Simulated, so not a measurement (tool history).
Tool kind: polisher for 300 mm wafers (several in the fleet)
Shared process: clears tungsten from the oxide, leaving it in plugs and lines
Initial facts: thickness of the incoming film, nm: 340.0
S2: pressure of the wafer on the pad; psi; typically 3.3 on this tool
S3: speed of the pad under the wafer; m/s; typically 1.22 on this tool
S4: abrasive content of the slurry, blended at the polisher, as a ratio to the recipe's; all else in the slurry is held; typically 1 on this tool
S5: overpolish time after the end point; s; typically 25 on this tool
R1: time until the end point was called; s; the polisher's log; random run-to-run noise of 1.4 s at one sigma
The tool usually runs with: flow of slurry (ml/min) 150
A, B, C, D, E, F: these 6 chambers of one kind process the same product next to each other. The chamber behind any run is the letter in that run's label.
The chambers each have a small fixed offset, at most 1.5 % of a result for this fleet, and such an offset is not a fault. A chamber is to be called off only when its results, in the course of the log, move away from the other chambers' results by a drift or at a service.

{"run": "1E", "day": 0.208, "flow of slurry (ml/min)": 150, "S2": 3.3, "S3": 1.22, "S4": 1, "S5": 25, "R1": 72.686}
{"day": 0.333, "done": "chamber B: slurry nozzle cleaned"}
{"day": 0.396, "done": "chamber A: worn pad replaced by a new one"}
{"run": "2D", "day": 0.433, "flow of slurry (ml/min)": 150, "S2": 3.3, "S3": 1.22, "S4": 1, "S5": 25, "R1": 76.732}
{"run": "3B", "day": 0.7, "flow of slurry (ml/min)": 150, "S2": 3.3, "S3": 1.22, "S4": 1, "S5": 25, "R1": 75.137}
{"day": 0.908, "done": "chamber D: head pressure recalibrated"}
{"run": "4A", "day": 1.062, "flow of slurry (ml/min)": 150, "S2": 3.3, "S3": 1.22, "S4": 1, "S5": 25, "R1": 75.037}
{"day": 1.296, "done": "chamber F: worn pad replaced by a new one"}
{"day": 1.388, "done": "chamber D: slurry tank refilled with fresh slurry and peroxide"}
{"day": 1.458, "done": "chamber C: worn pad replaced by a new one"}
{"run": "5F", "day": 1.458, "flow of slurry (ml/min)": 150, "S2": 3.3, "S3": 1.22, "S4": 1, "S5": 25, "R1": 73.513}
{"day": 1.712, "done": "chamber F: head pressure recalibrated"}
{"run": "6C", "day": 1.754, "flow of slurry (ml/min)": 195, "S2": 3.3, "S3": 1.22, "S4": 1, "S5": 25, "R1": 72.757}
{"day": 1.879, "done": "chamber C: slurry tank refilled with fresh slurry and peroxide"}
{"day": 1.925, "done": "chamber D: worn pad replaced by a new one"}
{"run": "7C", "day": 1.992, "flow of slurry (ml/min)": 195, "S2": 3.3, "S3": 1.22, "S4": 1, "S5": 25, "R1": 72.241}
{"run": "8B", "day": 2.325, "flow of slurry (ml/min)": 195, "S2": 3.3, "S3": 1.22, "S4": 1, "S5": 25, "R1": 76.163}
{"day": 2.429, "done": "chamber E: worn pad replaced by a new one"}
{"run": "9E", "day": 2.667, "flow of slurry (ml/min)": 195, "S2": 3.3, "S3": 1.22, "S4": 1, "S5": 25, "R1": 72.731}
{"run": "10D", "day": 3.008, "flow of slurry (ml/min)": 195, "S2": 3.3, "S3": 1.22, "S4": 1, "S5": 25, "R1": 70.88}
{"day": 3.05, "done": "chamber A: worn pad replaced by a new one"}
{"day": 3.142, "done": "chamber B: worn pad replaced by a new one"}
{"run": "11A", "day": 3.196, "flow of slurry (ml/min)": 195, "S2": 3.3, "S3": 1.22, "S4": 1, "S5": 25, "R1": 73.974}
{"run": "12F", "day": 3.408, "flow of slurry (ml/min)": 150, "S2": 2.3, "S3": 1.22, "S4": 1, "S5": 25, "R1": 108.24}
{"day": 3.683, "done": "chamber F: slurry tank refilled with fresh slurry and peroxide"}
{"run": "13C", "day": 3.792, "flow of slurry (ml/min)": 150, "S2": 2.3, "S3": 1.22, "S4": 1, "S5": 25, "R1": 110.92}
{"day": 3.825, "done": "chamber C: slurry tank refilled with fresh slurry and peroxide"}
{"day": 3.917, "done": "chamber B: slurry tank refilled with fresh slurry and peroxide"}
{"run": "14D", "day": 4.075, "flow of slurry (ml/min)": 150, "S2": 2.3, "S3": 1.22, "S4": 1, "S5": 25, "R1": 108.34}
{"day": 4.083, "done": "chamber D: slurry tank refilled with fresh slurry and peroxide"}
{"day": 4.342, "done": "chamber C: slurry blender recalibrated"}
{"run": "15E", "day": 4.404, "flow of slurry (ml/min)": 150, "S2": 2.3, "S3": 1.22, "S4": 1, "S5": 25, "R1": 111.01}
{"day": 4.712, "done": "chamber F: worn pad replaced by a new one"}
{"run": "16A", "day": 4.758, "flow of slurry (ml/min)": 150, "S2": 2.3, "S3": 1.22, "S4": 1, "S5": 25, "R1": 112.57}
{"day": 4.858, "done": "chamber C: worn pad replaced by a new one"}
{"run": "17B", "day": 5.012, "flow of slurry (ml/min)": 150, "S2": 2.3, "S3": 1.22, "S4": 1, "S5": 25, "R1": 111.76}
{"run": "18F", "day": 5.217, "flow of slurry (ml/min)": 150, "S2": 2.4, "S3": 1.22, "S4": 1, "S5": 25, "R1": 104.97}
{"day": 5.275, "done": "chamber E: slurry tank refilled with fresh slurry and peroxide"}
{"day": 5.367, "done": "chamber A: worn pad replaced by a new one"}
{"run": "19F", "day": 5.608, "flow of slurry (ml/min)": 150, "S2": 2.4, "S3": 1.22, "S4": 1, "S5": 25, "R1": 106.13}
{"day": 5.642, "done": "chamber D: worn pad replaced by a new one"}
{"day": 5.658, "done": "chamber A: slurry blender recalibrated"}
{"day": 5.733, "done": "chamber C: slurry tank refilled with fresh slurry and peroxide"}
{"run": "20A", "day": 5.979, "flow of slurry (ml/min)": 150, "S2": 2.4, "S3": 1.22, "S4": 1, "S5": 25, "R1": 109.55}
{"day": 6.029, "done": "chamber B: head pressure recalibrated"}
{"run": "21D", "day": 6.15, "flow of slurry (ml/min)": 150, "S2": 2.4, "S3": 1.22, "S4": 1, "S5": 25, "R1": 104.21}
{"day": 6.225, "done": "chamber E: worn pad replaced by a new one"}
{"day": 6.275, "done": "chamber E: head pressure recalibrated"}
{"run": "22E", "day": 6.433, "flow of slurry (ml/min)": 150, "S2": 2.4, "S3": 1.22, "S4": 1, "S5": 25, "R1": 105.03}
{"run": "23B", "day": 6.783, "flow of slurry (ml/min)": 150, "S2": 2.4, "S3": 1.22, "S4": 1, "S5": 25, "R1": 106.37}
{"day": 6.95, "done": "chamber F: slurry tank refilled with fresh slurry and peroxide"}
{"run": "24C", "day": 7.042, "flow of slurry (ml/min)": 150, "S2": 3.3, "S3": 1.22, "S4": 1, "S5": 25, "R1": 74.792}
{"day": 7.104, "done": "chamber D: slurry tank refilled with fresh slurry and peroxide"}
{"run": "25C", "day": 7.312, "flow of slurry (ml/min)": 150, "S2": 3.3, "S3": 1.22, "S4": 1, "S5": 25, "R1": 72.466}
{"day": 7.546, "done": "chamber B: worn pad replaced by a new one"}
{"day": 7.592, "done": "chamber A: worn pad replaced by a new one"}
{"run": "26B", "day": 7.667, "flow of slurry (ml/min)": 150, "S2": 3.3, "S3": 1.22, "S4": 1, "S5": 25, "R1": 78.747}
{"day": 7.904, "done": "chamber B: slurry blender recalibrated"}
{"run": "27A", "day": 8.038, "flow of slurry (ml/min)": 150, "S2": 3.3, "S3": 1.22, "S4": 1, "S5": 25, "R1": 82.963}
{"day": 8.104, "done": "chamber B: slurry tank refilled with fresh slurry and peroxide"}
{"day": 8.208, "done": "chamber C: worn pad replaced by a new one"}
{"day": 8.258, "done": "chamber C: slurry tank refilled with fresh slurry and peroxide"}
{"run": "28E", "day": 8.288, "flow of slurry (ml/min)": 150, "S2": 3.3, "S3": 1.22, "S4": 1, "S5": 25, "R1": 75.065}
{"day": 8.35, "done": "chamber F: worn pad replaced by a new one"}
{"day": 8.517, "done": "chamber A: slurry nozzle cleaned"}
{"run": "29D", "day": 8.517, "flow of slurry (ml/min)": 150, "S2": 3.3, "S3": 1.22, "S4": 1, "S5": 25, "R1": 72.418}
{"day": 8.608, "done": "chamber F: slurry blender recalibrated"}
{"run": "30F", "day": 8.742, "flow of slurry (ml/min)": 150, "S2": 3.3, "S3": 1.22, "S4": 1, "S5": 25, "R1": 75.612}
{"run": "31A", "day": 8.954, "flow of slurry (ml/min)": 150, "S2": 3.3, "S3": 1.22, "S4": 1, "S5": 25, "R1": 86.145}
{"day": 9.058, "done": "chamber D: worn pad replaced by a new one"}
{"run": "32F", "day": 9.271, "flow of slurry (ml/min)": 150, "S2": 3.3, "S3": 1.22, "S4": 1, "S5": 25, "R1": 75.461}
{"day": 9.308, "done": "chamber C: slurry nozzle cleaned"}
{"day": 9.396, "done": "chamber E: worn pad replaced by a new one"}
{"run": "33C", "day": 9.55, "flow of slurry (ml/min)": 150, "S2": 3.3, "S3": 1.22, "S4": 1, "S5": 25, "R1": 74.624}
{"day": 9.662, "done": "chamber D: slurry tank refilled with fresh slurry and peroxide"}
{"run": "34B", "day": 9.8, "flow of slurry (ml/min)": 150, "S2": 3.3, "S3": 1.22, "S4": 1, "S5": 25, "R1": 75.991}
{"run": "35E", "day": 10.158, "flow of slurry (ml/min)": 150, "S2": 3.3, "S3": 1.22, "S4": 1, "S5": 25, "R1": 77}
{"run": "36D", "day": 10.404, "flow of slurry (ml/min)": 150, "S2": 3.3, "S3": 1.22, "S4": 1, "S5": 25, "R1": 73.672}
{"run": "37D", "day": 10.696, "flow of slurry (ml/min)": 150, "S2": 3.3, "S3": 1.22, "S4": 1, "S5": 25, "R1": 76.53}
{"run": "38E", "day": 11.004, "flow of slurry (ml/min)": 150, "S2": 3.3, "S3": 1.22, "S4": 1, "S5": 25, "R1": 76.817}

Next, every chamber runs the same settings. What will each give?
{"run": "39A", "day": 11.292, "flow of slurry (ml/min)": 150, "S2": 3.3, "S3": 1.22, "S4": 1, "S5": 35, "R1": "?"}
{"run": "39B", "day": 11.292, "flow of slurry (ml/min)": 150, "S2": 3.3, "S3": 1.22, "S4": 1, "S5": 35, "R1": "?"}
{"run": "39C", "day": 11.292, "flow of slurry (ml/min)": 150, "S2": 3.3, "S3": 1.22, "S4": 1, "S5": 35, "R1": "?"}
{"run": "39D", "day": 11.292, "flow of slurry (ml/min)": 150, "S2": 3.3, "S3": 1.22, "S4": 1, "S5": 35, "R1": "?"}
{"run": "39E", "day": 11.292, "flow of slurry (ml/min)": 150, "S2": 3.3, "S3": 1.22, "S4": 1, "S5": 35, "R1": "?"}
{"run": "39F", "day": 11.292, "flow of slurry (ml/min)": 150, "S2": 3.3, "S3": 1.22, "S4": 1, "S5": 35, "R1": "?"}

run=39A R1=91.823
run=39B R1=78.14
run=39C R1=75.725
run=39D R1=76.734
run=39E R1=75.484
run=39F R1=75.332
